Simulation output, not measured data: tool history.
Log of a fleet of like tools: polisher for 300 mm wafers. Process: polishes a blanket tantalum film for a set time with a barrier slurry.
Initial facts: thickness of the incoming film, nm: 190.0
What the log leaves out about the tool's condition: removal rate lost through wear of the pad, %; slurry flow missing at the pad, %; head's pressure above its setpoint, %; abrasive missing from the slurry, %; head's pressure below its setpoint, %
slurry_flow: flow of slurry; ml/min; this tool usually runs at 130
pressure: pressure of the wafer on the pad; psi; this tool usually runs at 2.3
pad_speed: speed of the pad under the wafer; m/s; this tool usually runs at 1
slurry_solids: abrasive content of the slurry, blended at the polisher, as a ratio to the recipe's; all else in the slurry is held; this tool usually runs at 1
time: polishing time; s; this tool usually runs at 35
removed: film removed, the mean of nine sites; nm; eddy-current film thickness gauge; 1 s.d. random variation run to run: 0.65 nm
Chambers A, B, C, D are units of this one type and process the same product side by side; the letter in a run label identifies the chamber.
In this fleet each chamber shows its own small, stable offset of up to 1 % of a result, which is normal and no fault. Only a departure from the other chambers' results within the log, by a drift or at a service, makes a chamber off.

run    day  slurry_flow  pressure  pad_speed  slurry_solids  time  wafers polished on this pad  hours since the slurry nozzle was cleaned  hours since the head pressure was calibrated  hours since the slurry blender was calibrated  removed
 1D  0.192          130       2.3          1              1    35                          855                                      312.1                                         283.3                                           68.3   76.243
 2A  0.383          130       2.3          1              1    35                          264                                      138.2                                         597.2                                          144.9   76.338
 3B  0.504          130       2.3          1              1    35                          618                                      160.6                                         568.2                                          149.1   76.249
 4C  0.671          130       2.3          1              1    35                          648                                      139.0                                         503.4                                           19.8   76.481
 5A  0.804          130       2.3          1              1    35                          376                                      148.3                                         607.3                                          155.0   77.307
 6D  1.004          130       2.3          1              1    35                         1072                                      331.6                                         302.8                                           87.8   75.400
 7B  1.188          130       2.3          1              1    35                          800                                      177.0                                         584.6                                          165.5   76.342
 8C  1.292          130       2.3          1              1    35                          814                                      153.9                                         518.3                                           34.7   76.847
 9B  1.442          130       2.3          1              1    35                          868                                      183.1                                         590.7                                          171.6   75.658
     1.596  -- chamber B: worn pad replaced by a new one
10A  1.642          130       2.3          1              1    35                          600                                      168.4                                         627.4                                          175.1   76.853
11C  1.858          130       2.3          1              1    30                          966                                      167.5                                         531.9                                           48.3   65.705
12D  2.067          130       2.3          1              1    30                         1356                                      357.1                                         328.3                                          113.3   66.142
13A  2.258          130       2.3          1              1    30                          765                                      183.2                                         642.2                                          189.9   65.056
     2.371  -- chamber A: head pressure recalibrated
     2.433  -- chamber D: worn pad replaced by a new one
14C  2.446          130       2.3          1              1    30                         1123                                      181.6                                         546.0                                           62.4   65.345
     2.458  -- chamber D: slurry nozzle cleaned
     2.642  -- chamber C: worn pad replaced by a new one
15B  2.654          130       2.3          1              1    35                          282                                      212.2                                         619.8                                          200.7   76.142
16D  2.879          130       2.3          1              1    35                          119                                       10.2                                         347.8                                          132.8   75.924
17A  3.029          130       2.3          1              1    35                          971                                      201.7                                          15.9                                          208.4   73.754
18B  3.238          130       2.3          1              1    35                          438                                      226.2                                         633.8                                          214.7   75.464
     3.304  -- chamber A: worn pad replaced by a new one
19C  3.454          130       2.3          1              1    35                          217                                      205.8                                         570.2                                           86.6   77.444
20D  3.667          130       2.3          1              1    35                          330                                       29.1                                         366.7                                          151.7   77.241
21B  3.842          130       2.3          1              1    35                          600                                      240.7                                         648.3                                          229.2   76.240
     3.996  -- chamber C: head pressure recalibrated
22A  4.021          130       2.3          1              1    35                          192                                      225.5                                          39.7                                          232.2   72.273
23C  4.158          130       2.3          1              1    35                          405                                      222.7                                           3.9                                          103.5   77.725
24D  4.342          130       2.3          1              1    35                          510                                       45.3                                         382.9                                          167.9   76.147
25A  4.533          130       2.3          1              1    44                          329                                      237.8                                          52.0                                          244.5   88.890
     4.704  -- chamber B: worn pad replaced by a new one
26B  4.725          130       2.3          1              1    44                            6                                      261.9                                         669.5                                          250.4   96.633
27D  4.904          130       2.3          1              1    44                          660                                       58.8                                         396.4                                          181.4   97.880
28C  5.017          130       2.3          1              1    44                          634                                      243.3                                          24.5                                          124.1   96.980
     5.133  -- chamber B: slurry nozzle cleaned
29B  5.171          130       2.3          1              1    35                          125                                        1.0                                         680.2                                          261.1   75.091

All 4 chambers run these settings next. Forecast each chamber's results:
30A  5.329          155       2.3          1              1    35                                                                                                                                                                             ?
30B  5.329          155       2.3          1              1    35                                                                                                                                                                             ?
30C  5.329          155       2.3          1              1    35                                                                                                                                                                             ?
30D  5.329          155       2.3          1              1    35                                                                                                                                                                             ?

run  removed
30A   71.348
30B   78.905
30C   79.043
30D   79.379
